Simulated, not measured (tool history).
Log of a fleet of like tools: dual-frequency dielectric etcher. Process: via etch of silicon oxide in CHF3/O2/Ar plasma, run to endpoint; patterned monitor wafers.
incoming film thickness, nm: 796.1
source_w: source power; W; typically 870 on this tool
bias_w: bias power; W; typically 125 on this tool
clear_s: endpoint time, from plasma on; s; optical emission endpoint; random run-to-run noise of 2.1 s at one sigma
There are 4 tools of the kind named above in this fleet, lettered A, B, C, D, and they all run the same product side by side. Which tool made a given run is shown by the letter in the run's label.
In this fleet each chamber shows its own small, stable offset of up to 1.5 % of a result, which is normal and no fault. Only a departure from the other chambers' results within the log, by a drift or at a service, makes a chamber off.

run,hour,source_w,bias_w,clear_s
1D,3.9,870,125,392.52
2C,8.7,870,125,390.02
3B,14.2,870,125,387.78
4A,20.3,870,125,389.99
5A,25.0,870,135,381.78
6D,28.4,870,135,382.61
7B,33.7,870,135,383.61
8C,37.0,870,135,377.34
9B,41.4,690,113,437.64
10D,46.1,690,113,445.32
11A,51.1,690,113,434.76
12C,55.6,690,113,437.18
13A,59.2,870,147,371.32
14C,63.2,870,147,369.28
15D,66.9,870,147,376.55
16B,72.3,870,147,370.48
17C,78.3,870,125,385.32
18B,81.5,870,125,389.83
19D,87.5,870,125,400.14
20A,92.2,870,125,387.52
21C,96.7,870,125,389.35
22D,101.4,870,125,403.49
# hour 103.4: chamber A: wet clean of the chamber
23B,104.6,870,125,388.24
24A,108.3,790,125,401.40
25C,113.9,790,125,405.62
26D,119.3,790,125,419.58
27A,124.4,790,125,400.87
28B,130.2,870,125,385.55
29A,134.7,870,125,388.25
30C,139.9,870,125,388.31
31B,143.4,870,125,384.60

Has any chamber moved away from the others, gradually or after a service, or does the common gauge drift, or do the chambers differ only by their own small steady offsets? State the chamber and the most likely cause if one applies.

One chamber, D, drifts off from the rest bit by bit.
Likeliest cause: etch rate under this chamber's usual, % = 4.33.

Which of the 4 candidates below, each the usual settings with something changed and its results left as question marks, puts chamber D back in line with what the other chambers give on the usual settings?
Counts as in line when no further than this from what the other chambers average on the usual settings: clear_s 7.40 s
32D-1,148.2,840,122,?
32D-2,148.2,950,133,?
32D-3,148.2,870,103,?
32D-4,148.2,910,125,?

Average result of the remaining chambers running the usual settings: clear_s 387.92 s
run,clear_s
32D-1,416.89
32D-2,387.16
32D-3,432.24
32D-4,401.16
The answer is 32D-2, which returns the chamber to within the allowed miss of the others.
